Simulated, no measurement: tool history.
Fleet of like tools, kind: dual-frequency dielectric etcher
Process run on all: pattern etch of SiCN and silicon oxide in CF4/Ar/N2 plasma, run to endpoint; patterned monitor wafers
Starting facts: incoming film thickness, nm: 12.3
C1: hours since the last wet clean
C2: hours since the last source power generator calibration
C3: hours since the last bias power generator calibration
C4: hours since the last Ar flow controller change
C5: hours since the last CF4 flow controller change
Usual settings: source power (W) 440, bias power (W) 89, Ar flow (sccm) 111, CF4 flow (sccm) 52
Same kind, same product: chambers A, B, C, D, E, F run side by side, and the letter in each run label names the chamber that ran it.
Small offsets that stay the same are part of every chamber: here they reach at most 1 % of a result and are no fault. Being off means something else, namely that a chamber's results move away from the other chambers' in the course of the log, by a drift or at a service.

-- hour=9.2 chamber D: wet clean of the chamber
run 1A hour=15.7 | source_power_(W)=440 bias_power_(W)=89 Ar_flow_(sccm)=111 CF4_flow_(sccm)=52 | C1=316.6 C2=2000 C3=1347.6 C4=2690 C5=1284.8 | endpoint_time_(s)=14.3
run 2B hour=26.1 | source_power_(W)=440 bias_power_(W)=89 Ar_flow_(sccm)=111 CF4_flow_(sccm)=52 | C1=158 C2=1302.1 C3=583.3 C4=510.7 C5=838.5 | endpoint_time_(s)=14.473
run 3E hour=38.8 | source_power_(W)=440 bias_power_(W)=89 Ar_flow_(sccm)=111 CF4_flow_(sccm)=52 | C1=277.2 C2=930.6 C3=1663.6 C4=2522.6 C5=1047.8 | endpoint_time_(s)=14.549
run 4D hour=48.5 | source_power_(W)=440 bias_power_(W)=89 Ar_flow_(sccm)=111 CF4_flow_(sccm)=52 | C1=39.3 C2=939.6 C3=2653.4 C4=1443.7 C5=1052.7 | endpoint_time_(s)=14.482
run 5F hour=58 | source_power_(W)=440 bias_power_(W)=89 Ar_flow_(sccm)=111 CF4_flow_(sccm)=52 | C1=557.4 C2=1949 C3=1174.9 C4=1634.9 C5=1259.7 | endpoint_time_(s)=14.367
run 6C hour=65.1 | source_power_(W)=440 bias_power_(W)=89 Ar_flow_(sccm)=111 CF4_flow_(sccm)=52 | C1=82 C2=1269.1 C3=2610.1 C4=74.2 C5=86.1 | endpoint_time_(s)=14.495
-- hour=72.5 chamber F: wet clean of the chamber
run 7A hour=79.4 | source_power_(W)=440 bias_power_(W)=89 Ar_flow_(sccm)=111 CF4_flow_(sccm)=52 | C1=380.3 C2=2063.7 C3=1411.3 C4=2753.7 C5=1348.5 | endpoint_time_(s)=14.372
run 8C hour=87.2 | source_power_(W)=440 bias_power_(W)=89 Ar_flow_(sccm)=111 CF4_flow_(sccm)=52 | C1=104.1 C2=1291.2 C3=2632.2 C4=96.3 C5=108.2 | endpoint_time_(s)=14.418
run 9B hour=102.7 | source_power_(W)=440 bias_power_(W)=89 Ar_flow_(sccm)=111 CF4_flow_(sccm)=52 | C1=234.6 C2=1378.7 C3=659.9 C4=587.3 C5=915.1 | endpoint_time_(s)=14.671
run 10E hour=118.9 | source_power_(W)=440 bias_power_(W)=89 Ar_flow_(sccm)=111 CF4_flow_(sccm)=52 | C1=357.3 C2=1010.7 C3=1743.7 C4=2602.7 C5=1127.9 | endpoint_time_(s)=14.348
run 11F hour=129.4 | source_power_(W)=440 bias_power_(W)=89 Ar_flow_(sccm)=111 CF4_flow_(sccm)=52 | C1=56.9 C2=2020.4 C3=1246.3 C4=1706.3 C5=1331.1 | endpoint_time_(s)=14.526
-- hour=130.6 chamber E: wet clean of the chamber
run 12D hour=143.4 | source_power_(W)=440 bias_power_(W)=89 Ar_flow_(sccm)=111 CF4_flow_(sccm)=52 | C1=134.2 C2=1034.5 C3=2748.3 C4=1538.6 C5=1147.6 | endpoint_time_(s)=14.811
-- hour=146.5 chamber A: CF4 flow controller replaced
run 13F hour=157.3 | source_power_(W)=440 bias_power_(W)=89 Ar_flow_(sccm)=111 CF4_flow_(sccm)=52 | C1=84.8 C2=2048.3 C3=1274.2 C4=1734.2 C5=1359 | endpoint_time_(s)=14.33
run 14B hour=169.1 | source_power_(W)=440 bias_power_(W)=89 Ar_flow_(sccm)=111 CF4_flow_(sccm)=52 | C1=301 C2=1445.1 C3=726.3 C4=653.7 C5=981.5 | endpoint_time_(s)=14.535
run 15E hour=177.9 | source_power_(W)=440 bias_power_(W)=89 Ar_flow_(sccm)=111 CF4_flow_(sccm)=52 | C1=47.3 C2=1069.7 C3=1802.7 C4=2661.7 C5=1186.9 | endpoint_time_(s)=14.609
run 16D hour=187.9 | source_power_(W)=440 bias_power_(W)=89 Ar_flow_(sccm)=111 CF4_flow_(sccm)=52 | C1=178.7 C2=1079 C3=2792.8 C4=1583.1 C5=1192.1 | endpoint_time_(s)=14.62
run 17A hour=195.6 | source_power_(W)=440 bias_power_(W)=89 Ar_flow_(sccm)=111 CF4_flow_(sccm)=52 | C1=496.5 C2=2179.9 C3=1527.5 C4=2869.9 C5=49.1 | endpoint_time_(s)=14.337
run 18C hour=204 | source_power_(W)=440 bias_power_(W)=89 Ar_flow_(sccm)=111 CF4_flow_(sccm)=52 | C1=220.9 C2=1408 C3=2749 C4=213.1 C5=225 | endpoint_time_(s)=14.351
-- hour=209.3 chamber E: bias power generator calibrated
run 19D hour=218.3 | source_power_(W)=440 bias_power_(W)=89 Ar_flow_(sccm)=111 CF4_flow_(sccm)=52 | C1=209.1 C2=1109.4 C3=2823.2 C4=1613.5 C5=1222.5 | endpoint_time_(s)=14.403
-- hour=225.4 chamber A: wet clean of the chamber
run 20C hour=232 | source_power_(W)=530 bias_power_(W)=89 Ar_flow_(sccm)=111 CF4_flow_(sccm)=52 | C1=248.9 C2=1436 C3=2777 C4=241.1 C5=253 | endpoint_time_(s)=12.281
run 21F hour=247.4 | source_power_(W)=530 bias_power_(W)=89 Ar_flow_(sccm)=111 CF4_flow_(sccm)=52 | C1=174.9 C2=2138.4 C3=1364.3 C4=1824.3 C5=1449.1 | endpoint_time_(s)=12.321
run 22E hour=258.6 | source_power_(W)=530 bias_power_(W)=89 Ar_flow_(sccm)=111 CF4_flow_(sccm)=52 | C1=128 C2=1150.4 C3=49.3 C4=2742.4 C5=1267.6 | endpoint_time_(s)=12.317
run 23A hour=272.4 | source_power_(W)=530 bias_power_(W)=89 Ar_flow_(sccm)=111 CF4_flow_(sccm)=52 | C1=47 C2=2256.7 C3=1604.3 C4=2946.7 C5=125.9 | endpoint_time_(s)=12.082
run 24B hour=287.7 | source_power_(W)=530 bias_power_(W)=89 Ar_flow_(sccm)=111 CF4_flow_(sccm)=52 | C1=419.6 C2=1563.7 C3=844.9 C4=772.3 C5=1100.1 | endpoint_time_(s)=12.221
run 25F hour=300.3 | source_power_(W)=530 bias_power_(W)=89 Ar_flow_(sccm)=111 CF4_flow_(sccm)=52 | C1=227.8 C2=2191.3 C3=1417.2 C4=1877.2 C5=1502 | endpoint_time_(s)=12.297
run 26A hour=310.4 | source_power_(W)=330 bias_power_(W)=89 Ar_flow_(sccm)=111 CF4_flow_(sccm)=52 | C1=85 C2=2294.7 C3=1642.3 C4=2984.7 C5=163.9 | endpoint_time_(s)=18.495
run 27B hour=318.7 | source_power_(W)=330 bias_power_(W)=89 Ar_flow_(sccm)=111 CF4_flow_(sccm)=52 | C1=450.6 C2=1594.7 C3=875.9 C4=803.3 C5=1131.1 | endpoint_time_(s)=18.712
-- hour=324.1 chamber F: CF4 flow controller replaced
run 28D hour=332.7 | source_power_(W)=330 bias_power_(W)=89 Ar_flow_(sccm)=111 CF4_flow_(sccm)=52 | C1=323.5 C2=1223.8 C3=2937.6 C4=1727.9 C5=1336.9 | endpoint_time_(s)=18.513
run 29E hour=347.1 | source_power_(W)=330 bias_power_(W)=89 Ar_flow_(sccm)=111 CF4_flow_(sccm)=52 | C1=216.5 C2=1238.9 C3=137.8 C4=2830.9 C5=1356.1 | endpoint_time_(s)=18.22
run 30C hour=356.7 | source_power_(W)=330 bias_power_(W)=89 Ar_flow_(sccm)=111 CF4_flow_(sccm)=52 | C1=373.6 C2=1560.7 C3=2901.7 C4=365.8 C5=377.7 | endpoint_time_(s)=18.174
run 31E hour=365.9 | source_power_(W)=330 bias_power_(W)=89 Ar_flow_(sccm)=111 CF4_flow_(sccm)=52 | C1=235.3 C2=1257.7 C3=156.6 C4=2849.7 C5=1374.9 | endpoint_time_(s)=18.57
-- hour=370.4 chamber B: wet clean of the chamber
run 32F hour=382 | source_power_(W)=440 bias_power_(W)=89 Ar_flow_(sccm)=111 CF4_flow_(sccm)=52 | C1=309.5 C2=2273 C3=1498.9 C4=1958.9 C5=57.9 | endpoint_time_(s)=14.421
run 33D hour=389.8 | source_power_(W)=440 bias_power_(W)=89 Ar_flow_(sccm)=111 CF4_flow_(sccm)=52 | C1=380.6 C2=1280.9 C3=2994.7 C4=1785 C5=1394 | endpoint_time_(s)=14.705
run 34B hour=401.4 | source_power_(W)=440 bias_power_(W)=89 Ar_flow_(sccm)=111 CF4_flow_(sccm)=52 | C1=31.1 C2=1677.4 C3=958.6 C4=886 C5=1213.8 | endpoint_time_(s)=14.343
run 35C hour=414.7 | source_power_(W)=440 bias_power_(W)=89 Ar_flow_(sccm)=111 CF4_flow_(sccm)=52 | C1=431.6 C2=1618.7 C3=2959.7 C4=423.8 C5=435.7 | endpoint_time_(s)=14.383
run 36A hour=423.6 | source_power_(W)=440 bias_power_(W)=89 Ar_flow_(sccm)=111 CF4_flow_(sccm)=52 | C1=198.2 C2=2407.9 C3=1755.5 C4=3097.9 C5=277.1 | endpoint_time_(s)=14.207
run 37A hour=432.7 | source_power_(W)=440 bias_power_(W)=89 Ar_flow_(sccm)=111 CF4_flow_(sccm)=52 | C1=207.3 C2=2417 C3=1764.6 C4=3107 C5=286.2 | endpoint_time_(s)=14.334

One chamber off, gauge drift, or nothing amiss beyond the chambers' own small offsets? If it is a chamber, which one, and what is the likeliest cause?

Beyond each chamber's small constant offset nothing stands out, and the gauge stays steady.
